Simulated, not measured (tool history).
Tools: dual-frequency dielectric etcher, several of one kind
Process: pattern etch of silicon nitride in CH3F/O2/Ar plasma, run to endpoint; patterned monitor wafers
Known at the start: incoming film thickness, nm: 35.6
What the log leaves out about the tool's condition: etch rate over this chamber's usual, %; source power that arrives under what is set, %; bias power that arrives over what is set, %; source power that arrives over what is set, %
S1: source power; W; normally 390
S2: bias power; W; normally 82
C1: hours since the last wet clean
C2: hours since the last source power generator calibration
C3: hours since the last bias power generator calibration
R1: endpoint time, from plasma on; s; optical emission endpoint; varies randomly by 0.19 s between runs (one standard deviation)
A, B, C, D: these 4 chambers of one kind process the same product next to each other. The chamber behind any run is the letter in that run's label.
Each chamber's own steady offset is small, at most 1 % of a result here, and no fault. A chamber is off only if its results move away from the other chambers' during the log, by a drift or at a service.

Run 1B, hour 10.8: usual settings; C1 365.7; C2 3268.3; C3 1059.2. Result: R1 49.198 s.
Run 2A, hour 24.5: usual settings; C1 271.2; C2 239.8; C3 3152.3. Result: R1 49.303 s.
Run 3C, hour 37: usual settings; C1 73.3; C2 1667.4; C3 690.1. Result: R1 49.936 s.
Run 4D, hour 49.4: usual settings; C1 263.2; C2 2819.3; C3 966.2. Result: R1 49.732 s.
Run 5C, hour 59.9: usual settings; C1 96.2; C2 1690.3; C3 713. Result: R1 49.871 s.
Run 6A, hour 73.2: usual settings but S1 340 W, S2 74 W; C1 319.9; C2 288.5; C3 3201. Result: R1 54.173 s.
Run 7B, hour 84.8: usual settings but S1 340 W, S2 74 W; C1 439.7; C2 3342.3; C3 1133.2. Result: R1 53.64 s.
Run 8D, hour 92.3: usual settings but S1 340 W, S2 74 W; C1 306.1; C2 2862.2; C3 1009.1. Result: R1 54.001 s.
At hour 101: chamber B: wet clean of the chamber.
Run 9C, hour 102.6: usual settings but S1 340 W, S2 74 W; C1 138.9; C2 1733; C3 755.7. Result: R1 54.83 s.
Run 10A, hour 115.5: usual settings; C1 362.2; C2 330.8; C3 3243.3. Result: R1 49.764 s.
Run 11D, hour 125.3: usual settings; C1 339.1; C2 2895.2; C3 1042.1. Result: R1 49.274 s.
Run 12B, hour 134.1: usual settings; C1 33.1; C2 3391.6; C3 1182.5. Result: R1 49.206 s.
Run 13C, hour 144.7: usual settings but S1 480 W, S2 95 W; C1 181; C2 1775.1; C3 797.8. Result: R1 43.921 s.
Run 14D, hour 155.9: usual settings but S1 480 W, S2 95 W; C1 369.7; C2 2925.8; C3 1072.7. Result: R1 43.466 s.
Run 15B, hour 167.1: usual settings but S1 480 W, S2 95 W; C1 66.1; C2 3424.6; C3 1215.5. Result: R1 43.488 s.
Run 16A, hour 179.3: usual settings but S1 480 W, S2 95 W; C1 426; C2 394.6; C3 3307.1. Result: R1 43.248 s.
Run 17B, hour 190.1: usual settings but S1 470 W, S2 90 W; C1 89.1; C2 3447.6; C3 1238.5. Result: R1 44.582 s.
At hour 196: chamber A: wet clean of the chamber.
Run 18A, hour 203.8: usual settings but S1 470 W, S2 90 W; C1 7.8; C2 419.1; C3 3331.6. Result: R1 42.227 s.
Run 19D, hour 214.1: usual settings but S1 470 W, S2 90 W; C1 427.9; C2 2984; C3 1130.9. Result: R1 44.916 s.
Run 20C, hour 228.3: usual settings but S1 470 W, S2 90 W; C1 264.6; C2 1858.7; C3 881.4. Result: R1 44.934 s.
Run 21B, hour 236.1: usual settings but S1 300 W, S2 75 W; C1 135.1; C2 3493.6; C3 1284.5. Result: R1 55.916 s.
At hour 236.4: chamber D: wet clean of the chamber.
Run 22A, hour 247.9: usual settings but S1 300 W, S2 75 W; C1 51.9; C2 463.2; C3 3375.7. Result: R1 53.255 s.
Run 23D, hour 260.9: usual settings but S1 300 W, S2 75 W; C1 24.5; C2 3030.8; C3 1177.7. Result: R1 56.27 s.
Run 24C, hour 269.1: usual settings but S1 300 W, S2 75 W; C1 305.4; C2 1899.5; C3 922.2. Result: R1 56.535 s.
Run 25C, hour 276.6: usual settings; C1 312.9; C2 1907; C3 929.7. Result: R1 50.122 s.
Run 26D, hour 290.2: usual settings; C1 53.8; C2 3060.1; C3 1207. Result: R1 49.421 s.
Run 27A, hour 297.6: usual settings; C1 101.6; C2 512.9; C3 3425.4. Result: R1 46.815 s.
Run 28B, hour 306.5: usual settings; C1 205.5; C2 3564; C3 1354.9. Result: R1 49.048 s.
Run 29B, hour 322.2: usual settings but S1 310 W, S2 71 W; C1 221.2; C2 3579.7; C3 1370.6. Result: R1 56.447 s.
Run 30D, hour 330: usual settings but S1 310 W, S2 71 W; C1 93.6; C2 3099.9; C3 1246.8. Result: R1 56.471 s.
Run 31A, hour 343.9: usual settings but S1 310 W, S2 71 W; C1 147.9; C2 559.2; C3 3471.7. Result: R1 54.26 s.
Run 32C, hour 355.8: usual settings but S1 310 W, S2 71 W; C1 392.1; C2 1986.2; C3 1008.9. Result: R1 57.097 s.
Run 33C, hour 370: usual settings; C1 406.3; C2 2000.4; C3 1023.1. Result: R1 49.521 s.
Run 34A, hour 380.8: usual settings; C1 184.8; C2 596.1; C3 3508.6. Result: R1 46.679 s.
Run 35D, hour 391.6: usual settings but S2 75 W; C1 155.2; C2 3161.5; C3 1308.4. Result: R1 50.9 s.
At hour 395: chamber D: source power generator calibrated.
Run 36B, hour 400.4: usual settings but S2 75 W; C1 299.4; C2 3657.9; C3 1448.8. Result: R1 50.315 s.
Run 37D, hour 412.9: usual settings but S2 75 W; C1 176.5; C2 17.9; C3 1329.7. Result: R1 50.945 s.
Run 38C, hour 428.7: usual settings but S2 75 W; C1 465; C2 2059.1; C3 1081.8. Result: R1 51.134 s.

Each of the 4 chambers runs these same settings next. Fill in every chamber's results:
Run 39A, hour 440: usual settings but S2 94 W. Result: R1 ?.
Run 39B, hour 440: usual settings but S2 94 W. Result: R1 ?.
Run 39C, hour 440: usual settings but S2 94 W. Result: R1 ?.
Run 39D, hour 440: usual settings but S2 94 W. Result: R1 ?.

run      R1
39A  44.777
39B  46.562
39C  47.741
39D  47.008

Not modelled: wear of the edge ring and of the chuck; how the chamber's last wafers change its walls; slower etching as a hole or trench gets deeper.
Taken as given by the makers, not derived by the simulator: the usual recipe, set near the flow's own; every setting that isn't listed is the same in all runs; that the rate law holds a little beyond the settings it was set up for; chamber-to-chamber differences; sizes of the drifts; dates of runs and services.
